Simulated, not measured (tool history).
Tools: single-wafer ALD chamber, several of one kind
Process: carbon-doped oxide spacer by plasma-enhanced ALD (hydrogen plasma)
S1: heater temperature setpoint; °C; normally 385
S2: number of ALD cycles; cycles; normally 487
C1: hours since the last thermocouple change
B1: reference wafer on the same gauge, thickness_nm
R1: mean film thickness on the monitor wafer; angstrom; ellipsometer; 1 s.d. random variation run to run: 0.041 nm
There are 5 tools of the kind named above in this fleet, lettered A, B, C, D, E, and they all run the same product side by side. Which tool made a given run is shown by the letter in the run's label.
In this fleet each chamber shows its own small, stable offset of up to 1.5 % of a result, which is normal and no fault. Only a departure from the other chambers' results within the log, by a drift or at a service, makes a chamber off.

Run 1A, hour 2.7: usual settings; C1 1164.2; B1 28.802. Result: R1 243.34 angstrom.
Run 2D, hour 6.0: usual settings; C1 125.2; B1 28.801. Result: R1 243.27 angstrom.
Run 3E, hour 11.9: usual settings; C1 1913.1; B1 28.782. Result: R1 244.60 angstrom.
Run 4C, hour 15.0: usual settings; C1 656.4; B1 28.776. Result: R1 243.08 angstrom.
Run 5B, hour 18.4: usual settings; C1 1477.0; B1 28.762. Result: R1 246.91 angstrom.
Run 6D, hour 24.3: usual settings; C1 143.5; B1 28.759. Result: R1 242.64 angstrom.
Run 7C, hour 28.6: usual settings but S1 393 °C; C1 670.0; B1 28.766. Result: R1 242.47 angstrom.
Run 8A, hour 32.2: usual settings but S1 393 °C; C1 1193.7; B1 28.760. Result: R1 242.15 angstrom.
Run 9B, hour 37.2: usual settings but S1 393 °C; C1 1495.8; B1 28.753. Result: R1 245.30 angstrom.
Run 10E, hour 41.6: usual settings but S1 393 °C; C1 1942.8; B1 28.747. Result: R1 244.13 angstrom.
Run 11D, hour 46.1: usual settings but S1 393 °C; C1 165.3; B1 28.743. Result: R1 242.62 angstrom.
Run 12B, hour 52.0: usual settings; C1 1510.6; B1 28.733. Result: R1 246.21 angstrom.
Run 13E, hour 56.2: usual settings; C1 1957.4; B1 28.727. Result: R1 243.58 angstrom.
Run 14C, hour 60.6: usual settings; C1 702.0; B1 28.720. Result: R1 242.10 angstrom.
Run 15A, hour 65.5: usual settings but S2 429 cycles; C1 1227.0; B1 28.719. Result: R1 212.89 angstrom.
Run 16E, hour 70.8: usual settings but S2 429 cycles; C1 1972.0; B1 28.710. Result: R1 214.41 angstrom.
Run 17C, hour 73.6: usual settings but S2 429 cycles; C1 715.0; B1 28.717. Result: R1 212.84 angstrom.
Run 18D, hour 77.9: usual settings but S2 429 cycles; C1 197.1; B1 28.711. Result: R1 213.18 angstrom.
Run 19A, hour 80.7: usual settings but S2 429 cycles; C1 1242.2; B1 28.707. Result: R1 213.37 angstrom.
Run 20B, hour 83.6: usual settings; C1 1542.2; B1 28.698. Result: R1 245.80 angstrom.
Run 21C, hour 87.1: usual settings but S2 521 cycles; C1 728.5; B1 28.703. Result: R1 258.43 angstrom.
Run 22A, hour 91.8: usual settings but S2 521 cycles; C1 1253.3; B1 28.684. Result: R1 257.81 angstrom.
Run 23D, hour 96.8: usual settings but S2 521 cycles; C1 216.0; B1 28.684. Result: R1 258.62 angstrom.
Run 24E, hour 102.9: usual settings but S2 521 cycles; C1 2004.1; B1 28.678. Result: R1 260.59 angstrom.
Run 25B, hour 106.8: usual settings but S2 521 cycles; C1 1565.4; B1 28.661. Result: R1 262.38 angstrom.
Run 26C, hour 111.3: usual settings; C1 752.7; B1 28.659. Result: R1 241.65 angstrom.
Run 27B, hour 115.3: usual settings; C1 1573.9; B1 28.652. Result: R1 245.31 angstrom.
Run 28D, hour 119.6: usual settings; C1 238.8; B1 28.657. Result: R1 241.66 angstrom.
Run 29A, hour 125.5: usual settings; C1 1287.0; B1 28.637. Result: R1 241.46 angstrom.
Run 30E, hour 130.0: usual settings; C1 2031.2; B1 28.645. Result: R1 242.53 angstrom.
Run 31B, hour 132.9: usual settings; C1 1591.5; B1 28.634. Result: R1 246.29 angstrom.
Run 32A, hour 137.3: usual settings; C1 1298.8; B1 28.631. Result: R1 241.35 angstrom.
Run 33C, hour 140.3: usual settings; C1 781.7; B1 28.613. Result: R1 241.02 angstrom.
Run 34D, hour 146.0: usual settings; C1 265.2; B1 28.621. Result: R1 240.84 angstrom.
Run 35E, hour 151.6: usual settings; C1 2052.8; B1 28.602. Result: R1 242.53 angstrom.
Run 36C, hour 156.7: usual settings; C1 798.1; B1 28.610. Result: R1 241.49 angstrom.

Each of the 5 chambers runs these same settings next. Fill in every chamber's results:
Run 37A, hour 161.1: usual settings. Result: R1 ?.
Run 37B, hour 161.1: usual settings. Result: R1 ?.
Run 37C, hour 161.1: usual settings. Result: R1 ?.
Run 37D, hour 161.1: usual settings. Result: R1 ?.
Run 37E, hour 161.1: usual settings. Result: R1 ?.

run      R1
37A  241.39
37B  244.45
37C  241.46
37D  241.44
37E  242.51
